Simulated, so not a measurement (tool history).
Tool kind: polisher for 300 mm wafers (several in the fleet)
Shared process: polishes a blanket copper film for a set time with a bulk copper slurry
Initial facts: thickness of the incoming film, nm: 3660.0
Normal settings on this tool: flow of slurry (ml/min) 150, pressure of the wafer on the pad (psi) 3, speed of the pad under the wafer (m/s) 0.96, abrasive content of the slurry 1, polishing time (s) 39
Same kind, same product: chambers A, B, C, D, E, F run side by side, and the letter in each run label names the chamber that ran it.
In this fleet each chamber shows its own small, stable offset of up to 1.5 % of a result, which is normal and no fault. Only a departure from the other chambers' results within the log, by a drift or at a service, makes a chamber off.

run	hour	flow of slurry (ml/min)	pressure of the wafer on the pad (psi)	speed of the pad under the wafer (m/s)	abrasive content of the slurry	polishing time (s)	film removed (nm)
1B	14.2	150	3	0.96	1	39	431.76
# hour 17.4: chamber C: worn pad replaced by a new one
# hour 19.2: chamber A: slurry nozzle cleaned
2D	27.5	150	3	0.96	1	39	422.53
# hour 31.2: chamber D: worn pad replaced by a new one
3F	37.9	150	3	0.96	1	39	432.88
# hour 44.9: chamber B: worn pad replaced by a new one
4C	49.1	150	3	0.96	1	39	430.22
# hour 57.4: chamber B: head pressure recalibrated
5A	59.8	150	3	0.96	1	39	430.6
# hour 69.5: chamber C: slurry blender recalibrated
6E	71.7	150	3	0.96	1	39	422.18
# hour 76.1: chamber A: worn pad replaced by a new one
7A	79.7	150	3	0.96	1	39	427.4
# hour 80.4: chamber C: slurry nozzle cleaned
# hour 84.4: chamber F: worn pad replaced by a new one
# hour 89.4: chamber F: slurry nozzle cleaned
# hour 92.5: chamber E: worn pad replaced by a new one
8D	92.9	150	3	0.96	1	39	425.66
# hour 105: chamber C: worn pad replaced by a new one
9E	107.3	150	3	0.96	1	39	426.93
# hour 111.9: chamber E: slurry nozzle cleaned
# hour 113.6: chamber D: worn pad replaced by a new one
# hour 115.2: chamber D: slurry blender recalibrated
10C	117	150	3	0.96	1	39	427.79
11B	124	150	3	0.96	1	39	434.03
# hour 130.8: chamber B: worn pad replaced by a new one
12F	133.3	150	3	0.96	1	39	429.24
13F	143.9	150	3	0.96	1	39	423.1
# hour 146.4: chamber E: slurry blender recalibrated
# hour 154.9: chamber D: slurry nozzle cleaned
# hour 156.1: chamber A: head pressure recalibrated
14D	158.1	150	3	0.96	1	39	425.87
# hour 160.9: chamber A: worn pad replaced by a new one
# hour 169.4: chamber E: worn pad replaced by a new one
15A	173.5	150	3	0.96	1	39	397.51
16C	184	150	3	0.96	1	39	425.49
# hour 185.3: chamber C: worn pad replaced by a new one
# hour 192.4: chamber F: worn pad replaced by a new one
# hour 194.5: chamber D: worn pad replaced by a new one
17E	198.3	150	3	0.96	1	39	434.46
18B	211.1	150	3	0.96	1	39	430.25
# hour 212.6: chamber A: slurry blender recalibrated
# hour 221.1: chamber B: worn pad replaced by a new one
19D	223.8	150	3	0.96	1	39	422.22
20F	238.3	150	3	0.96	1	39	427.34
# hour 245.5: chamber A: worn pad replaced by a new one
21C	248.4	150	3	0.96	1	39	432.79
# hour 248.5: chamber F: slurry blender recalibrated
# hour 252: chamber E: worn pad replaced by a new one
22B	257.4	150	3	0.96	1	39	434.56
23E	265.9	150	3	0.96	1	39	433.48
# hour 266.4: chamber C: worn pad replaced by a new one
24A	275.2	150	3	0.96	1	39	394.38
# hour 277.7: chamber D: worn pad replaced by a new one
25D	286.8	150	3	0.96	1	39	429.55
# hour 288.6: chamber B: slurry nozzle cleaned
# hour 288.9: chamber F: worn pad replaced by a new one
26E	298.3	150	3	0.96	1	39	439.76
27C	308.9	150	3	0.96	1	39	428.18
# hour 311.1: chamber B: worn pad replaced by a new one
28A	324.3	150	3	0.96	1	39	396.64
# hour 328.5: chamber A: worn pad replaced by a new one
29B	336.1	150	2.2	0.96	1	39	317.02
30F	346	150	2.2	0.96	1	39	317.86
# hour 350.7: chamber E: worn pad replaced by a new one
31C	355.4	150	2.2	0.96	1	39	321.26
32A	362.8	150	2.2	0.96	1	39	286.47
# hour 367.8: chamber B: slurry blender recalibrated
# hour 373.5: chamber D: worn pad replaced by a new one
33D	374.1	150	2.2	0.96	1	39	312.67
# hour 386: chamber E: slurry blender recalibrated
34B	386.4	150	2.2	0.96	1	39	322.2
35F	396.1	150	3	0.96	1	39	426.7
36E	408.1	150	3	0.96	1	39	430.36
# hour 419.5: chamber D: slurry blender recalibrated
37E	419.6	150	3	0.96	1	39	429.65
38D	432.1	150	3	0.96	1	39	423.35

All 6 chambers run these settings next. Forecast each chamber's results:
39A	443.4	150	3	0.96	1	39	?
39B	443.4	150	3	0.96	1	39	?
39C	443.4	150	3	0.96	1	39	?
39D	443.4	150	3	0.96	1	39	?
39E	443.4	150	3	0.96	1	39	?
39F	443.4	150	3	0.96	1	39	?

run	film removed (nm)
39A	401.72
39B	432.58
39C	426.79
39D	423.89
39E	433.23
39F	431.87

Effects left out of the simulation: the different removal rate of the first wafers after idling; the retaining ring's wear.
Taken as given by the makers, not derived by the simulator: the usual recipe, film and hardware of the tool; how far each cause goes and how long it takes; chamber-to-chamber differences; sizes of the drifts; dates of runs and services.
